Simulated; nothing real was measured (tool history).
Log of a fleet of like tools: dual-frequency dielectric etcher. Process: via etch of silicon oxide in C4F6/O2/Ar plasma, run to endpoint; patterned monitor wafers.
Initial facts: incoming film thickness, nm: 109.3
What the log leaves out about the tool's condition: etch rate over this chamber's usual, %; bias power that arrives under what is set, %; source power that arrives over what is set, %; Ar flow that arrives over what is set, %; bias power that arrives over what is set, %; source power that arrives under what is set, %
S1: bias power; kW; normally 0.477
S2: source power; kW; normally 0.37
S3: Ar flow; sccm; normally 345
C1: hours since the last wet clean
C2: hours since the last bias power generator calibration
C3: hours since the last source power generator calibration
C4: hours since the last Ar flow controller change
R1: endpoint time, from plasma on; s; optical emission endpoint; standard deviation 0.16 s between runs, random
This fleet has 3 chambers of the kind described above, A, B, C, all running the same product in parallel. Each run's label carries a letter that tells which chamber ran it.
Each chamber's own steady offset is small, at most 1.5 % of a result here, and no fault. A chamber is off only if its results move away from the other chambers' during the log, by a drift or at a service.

Run 1B, hour 8.2: usual settings; C1 261.6; C2 2513; C3 916; C4 110.3. Result: R1 25.763 s.
Run 2C, hour 15.6: usual settings; C1 149.7; C2 1417.2; C3 2068.7; C4 691.9. Result: R1 25.531 s.
Run 3A, hour 23.4: usual settings; C1 365.8; C2 4341.8; C3 2181.1; C4 1932.6. Result: R1 25.878 s.
Run 4C, hour 35.7: usual settings; C1 169.8; C2 1437.3; C3 2088.8; C4 712. Result: R1 25.703 s.
Run 5A, hour 45: usual settings; C1 387.4; C2 4363.4; C3 2202.7; C4 1954.2. Result: R1 25.968 s.
Run 6B, hour 57.5: usual settings; C1 310.9; C2 2562.3; C3 965.3; C4 159.6. Result: R1 25.93 s.
Run 7A, hour 68.1: usual settings; C1 410.5; C2 4386.5; C3 2225.8; C4 1977.3. Result: R1 25.977 s.
Run 8C, hour 80.2: usual settings; C1 214.3; C2 1481.8; C3 2133.3; C4 756.5. Result: R1 25.561 s.
Run 9B, hour 92.4: usual settings but S1 0.519 kW, S3 373 sccm; C1 345.8; C2 2597.2; C3 1000.2; C4 194.5. Result: R1 25.414 s.
Run 10A, hour 103.4: usual settings but S1 0.519 kW, S3 373 sccm; C1 445.8; C2 4421.8; C3 2261.1; C4 2012.6. Result: R1 25.843 s.
Run 11C, hour 113.5: usual settings but S1 0.519 kW, S3 373 sccm; C1 247.6; C2 1515.1; C3 2166.6; C4 789.8. Result: R1 25.199 s.
Run 12B, hour 121.6: usual settings; C1 375; C2 2626.4; C3 1029.4; C4 223.7. Result: R1 26.007 s.
Run 13C, hour 133.4: usual settings; C1 267.5; C2 1535; C3 2186.5; C4 809.7. Result: R1 25.476 s.
Run 14A, hour 145: usual settings; C1 487.4; C2 4463.4; C3 2302.7; C4 2054.2. Result: R1 25.723 s.
At hour 152.6: chamber A: wet clean of the chamber.
Run 15B, hour 154.2: usual settings; C1 407.6; C2 2659; C3 1062; C4 256.3. Result: R1 25.451 s.
Run 16C, hour 161.9: usual settings; C1 296; C2 1563.5; C3 2215; C4 838.2. Result: R1 25.618 s.
Run 17A, hour 168: usual settings but S1 0.436 kW, S3 379 sccm; C1 15.4; C2 4486.4; C3 2325.7; C4 2077.2. Result: R1 27.346 s.
Run 18B, hour 180.1: usual settings but S1 0.436 kW, S3 379 sccm; C1 433.5; C2 2684.9; C3 1087.9; C4 282.2. Result: R1 26.844 s.
Run 19B, hour 186.4: usual settings but S1 0.436 kW, S3 379 sccm; C1 439.8; C2 2691.2; C3 1094.2; C4 288.5. Result: R1 26.934 s.
Run 20C, hour 195.4: usual settings; C1 329.5; C2 1597; C3 2248.5; C4 871.7. Result: R1 25.829 s.
Run 21A, hour 207.4: usual settings but S2 0.32 kW, S3 285 sccm; C1 54.8; C2 4525.8; C3 2365.1; C4 2116.6. Result: R1 27.182 s.
Run 22B, hour 218.4: usual settings but S2 0.32 kW, S3 285 sccm; C1 471.8; C2 2723.2; C3 1126.2; C4 320.5. Result: R1 26.783 s.
At hour 224.9: chamber C: wet clean of the chamber.
Run 23A, hour 230.2: usual settings but S2 0.32 kW, S3 285 sccm; C1 77.6; C2 4548.6; C3 2387.9; C4 2139.4. Result: R1 26.965 s.
Run 24C, hour 238.3: usual settings but S3 291 sccm; C1 13.5; C2 1639.9; C3 2291.4; C4 914.6. Result: R1 25.087 s.
Run 25C, hour 249.9: usual settings but S3 291 sccm; C1 25.1; C2 1651.5; C3 2303; C4 926.2. Result: R1 25.149 s.
Run 26B, hour 258.9: usual settings but S3 291 sccm; C1 512.3; C2 2763.7; C3 1166.7; C4 361. Result: R1 25.15 s.
Run 27A, hour 267.9: usual settings; C1 115.3; C2 4586.3; C3 2425.6; C4 2177.1. Result: R1 26.023 s.
Run 28C, hour 278.1: usual settings; C1 53.3; C2 1679.7; C3 2331.2; C4 954.4. Result: R1 25.655 s.
Run 29B, hour 290.7: usual settings but S2 0.3 kW, S3 283 sccm; C1 544.1; C2 2795.5; C3 1198.5; C4 392.8. Result: R1 27.042 s.
Run 30A, hour 298.7: usual settings but S2 0.3 kW, S3 283 sccm; C1 146.1; C2 4617.1; C3 2456.4; C4 2207.9. Result: R1 27.458 s.
Run 31C, hour 305.6: usual settings but S2 0.3 kW, S3 283 sccm; C1 80.8; C2 1707.2; C3 2358.7; C4 981.9. Result: R1 26.836 s.

Predict what each chamber gives when all 3 of them run the settings below next.
Run 32A, hour 315.6: usual settings but S3 286 sccm. Result: R1 ?.
Run 32B, hour 315.6: usual settings but S3 286 sccm. Result: R1 ?.
Run 32C, hour 315.6: usual settings but S3 286 sccm. Result: R1 ?.

run      R1
32A  25.397
32B  24.937
32C  25.317

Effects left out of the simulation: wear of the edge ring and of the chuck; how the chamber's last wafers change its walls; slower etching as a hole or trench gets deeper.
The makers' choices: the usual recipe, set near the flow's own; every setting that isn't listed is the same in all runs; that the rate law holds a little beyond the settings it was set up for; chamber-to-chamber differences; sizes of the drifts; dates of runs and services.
